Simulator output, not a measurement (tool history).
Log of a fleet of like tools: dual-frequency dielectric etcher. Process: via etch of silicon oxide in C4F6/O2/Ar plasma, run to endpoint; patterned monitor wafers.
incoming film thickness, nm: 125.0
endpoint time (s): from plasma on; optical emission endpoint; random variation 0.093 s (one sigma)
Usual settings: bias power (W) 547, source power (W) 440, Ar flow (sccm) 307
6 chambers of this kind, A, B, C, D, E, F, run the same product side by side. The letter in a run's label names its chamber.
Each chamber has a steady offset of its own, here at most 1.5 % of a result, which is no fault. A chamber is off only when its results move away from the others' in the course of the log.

run	hour	bias power (W)	source power (W)	Ar flow (sccm)	endpoint time (s)
1D	7.0	547	440	307	25.913
2F	20.9	547	440	307	25.770
3C	34.1	547	440	307	25.732
# hour 37.4: chamber B: bias power generator calibrated
4B	46.9	547	440	307	25.472
5E	55.9	547	440	307	25.638
6A	62.4	547	440	307	25.863
7A	71.4	547	440	307	25.968
8F	81.9	547	440	307	25.807
9D	91.9	547	350	307	27.927
10B	104.8	547	350	307	27.698
11C	111.4	547	350	307	27.920
12E	125.1	547	350	307	28.115
13E	133.1	547	350	307	27.754
14B	147.1	547	350	307	27.714
15A	155.6	547	440	307	25.856
16F	162.5	547	440	307	25.882
17D	174.4	547	440	307	25.793
# hour 176.1: chamber F: source power generator calibrated
18C	183.4	547	440	307	25.777
19A	195.9	547	440	307	25.897
20B	209.4	547	440	307	25.386
21D	218.3	547	440	307	25.693
22C	229.6	547	440	307	25.839
23E	242.6	547	440	307	25.542
24F	256.0	627	440	379	24.978
25E	266.9	627	440	379	24.929
26D	279.9	627	440	379	25.178
27C	287.7	627	440	379	24.931
28A	295.8	627	440	379	25.270
29B	302.3	627	440	379	24.712
30F	312.3	547	440	307	25.447
31A	326.5	547	440	307	26.074
# hour 330.4: chamber E: wet clean of the chamber
# hour 333.2: chamber C: wet clean of the chamber
32F	336.8	547	340	307	27.987
33C	346.9	547	340	307	28.235
# hour 357.1: chamber B: wet clean of the chamber
34D	361.0	547	340	307	28.419
35B	371.6	547	340	307	28.191
36E	378.4	547	340	307	28.099
# hour 387.4: chamber D: wet clean of the chamber
37C	392.4	547	340	307	28.195
# hour 400.5: chamber A: wet clean of the chamber
38A	406.8	547	440	307	25.995
39F	416.3	632	440	245	23.349
40D	424.5	632	440	245	24.034
41B	437.6	632	440	245	23.482

All 6 chambers run these settings next. Forecast each chamber's results:
42A	448.2	547	440	361	?
42B	448.2	547	440	361	?
42C	448.2	547	440	361	?
42D	448.2	547	440	361	?
42E	448.2	547	440	361	?
42F	448.2	547	440	361	?

run	endpoint time (s)
42A	26.488
42B	25.858
42C	26.147
42D	26.157
42E	26.027
42F	25.793
